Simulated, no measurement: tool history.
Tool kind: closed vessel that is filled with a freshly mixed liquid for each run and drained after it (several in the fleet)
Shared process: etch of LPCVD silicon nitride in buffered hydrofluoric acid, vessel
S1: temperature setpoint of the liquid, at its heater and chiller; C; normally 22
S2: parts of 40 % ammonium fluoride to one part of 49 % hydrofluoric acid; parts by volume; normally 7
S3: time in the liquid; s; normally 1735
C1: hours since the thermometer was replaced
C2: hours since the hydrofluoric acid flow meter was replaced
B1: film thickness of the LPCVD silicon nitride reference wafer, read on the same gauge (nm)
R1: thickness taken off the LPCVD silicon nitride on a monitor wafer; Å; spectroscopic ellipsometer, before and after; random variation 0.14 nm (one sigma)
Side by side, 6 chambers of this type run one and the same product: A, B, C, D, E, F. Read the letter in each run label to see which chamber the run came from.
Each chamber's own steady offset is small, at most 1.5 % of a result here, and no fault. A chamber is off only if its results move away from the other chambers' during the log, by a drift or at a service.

run   hour    S1   S2    S3      C1      C2      B1      R1
 1D   10.2    22    7  1735  1426.8    2321   29.99  345.83
 2A   16.6    22    7  1735   200.1    1870  29.978   340.1
      25.9  -- chamber E: hydrofluoric acid flow meter replaced
 3C   26.5    22    7  1735     451   144.3  29.979  341.57
 4E   37.2    22    7  1735   611.5    11.3   29.98  339.26
 5F   44.7    22    7  1735   177.2  1991.2  29.984  339.06
 6B   52.3    22    7  1735  1442.9   367.5  29.965  344.19
 7E   61.9    22    7  1735   636.2      36  29.956  339.35
 8B   68.4    22    7  1735    1459   383.6  29.967  346.45
 9A   78.2    22  9.5  2640   261.7  1931.6  29.996  377.75
10D   87.4    22  9.5  2640    1504  2398.2  29.992  383.83
11C   92.9    22  9.5  2640   517.4   210.7  30.001  385.43
     100.5  -- chamber D: thermometer replaced
12F  102.6    22  9.5  2640   235.1  2049.1  29.968  380.46
13E  111.5    22  9.5  2640   685.8    85.6   29.98  384.22
14A  117.7    22  9.5  2640   301.2  1971.1  29.974  380.23
15D  126.9    22    7  1735    26.5  2437.7  30.017  343.01
16B  134.1    22  5.5  2560  1524.7   449.3  30.047  634.83
     138.9  -- chamber D: hydrofluoric acid flow meter replaced
17F  141.7    22  5.5  2560   274.2  2088.2  30.002  621.32
18C  147.3    22  5.5  2560   571.8   265.1  29.988  621.15
19E  156.5    22  5.5  2560   730.8   130.6  30.053  620.57
20F  165.3    22  5.5  2560   297.8  2111.8  30.002  623.09
21D  172.2    22  5.5  2560    71.8    33.4  30.022  625.08
22B  180.5    22    7  1735  1571.1   495.7  30.023  351.11
23A  189.3  25.5    7  1735   372.8  2042.7  30.017  409.18
24C  198.3  25.5    7  1735   622.8   316.1  30.002  413.84
25A  208.5  25.5    7  1735     392  2061.9  29.993  410.45
26F    215  25.5    7  1735   347.5  2161.5  30.046   412.2
27B  221.1  25.5    7  1735  1611.7   536.3  30.025  426.15
28D  229.8  25.5    7  1735   129.4      91  30.019  415.35
29E  239.4    22    7  1735   813.7   213.5  30.003  340.18
30C  246.6    22    7  1735   671.1   364.4  30.023  342.06
31B  257.2    22    7  1735  1647.8   572.4  29.999  353.18
32D  266.8    22    7  1735   166.4     128  29.989  340.98
33C  273.5    22    7  1735     698   391.3  30.031  341.02
34A  279.2    22    7  1735   462.7  2132.6  29.995  338.22
35F  290.3    22    7  1735   422.8  2236.8  29.994  340.05
36E  301.1    22    7  1735   875.4   275.2  29.972   336.7
37D  307.2    22    9  2090   206.8   168.4  29.982  315.66
38F  313.7    22    9  2090   446.2  2260.2  30.024  312.42
39C    321    22    9  2090   745.5   438.8  29.978  314.01
40A    332    22    9  2090   515.5  2185.4  29.969  310.41
41E  340.6    22    9  2090   914.9   314.7  30.015  311.19

Is one chamber out of step, is the gauge drifting, or do the chambers differ by no more than their own small offsets? For an off chamber, give its letter and the likeliest cause.

Little by little, chamber B moves away from the other chambers.
What lies behind it: liquid hotter than its thermometer reads (K) = 0.801.
Not necessarily distinguishable in this log from: hydrofluoric acid flow above the setpoint (%).

Chamber B could run next with any of the 4 candidate recipes listed below; each alters the usual settings, and their results appear as question marks. Which one brings its results back in line with what the other chambers deliver on the usual settings?
In line means no further than this from the other chambers' mean on the usual settings: R1 4.8 Å
42B-1  348.6  22   7  1580               ?
42B-2  348.6  22   7  1820               ?
42B-3  348.6  21   7  1735               ?
42B-4  348.6  22   7  1905               ?

Average result of the remaining chambers running the usual settings: R1 340.91 Å
  run      R1
42B-1  325.76
42B-2  375.24
42B-3  338.55
42B-4  392.76
Change 42B-3 lands the chamber within the allowed miss of the other chambers.
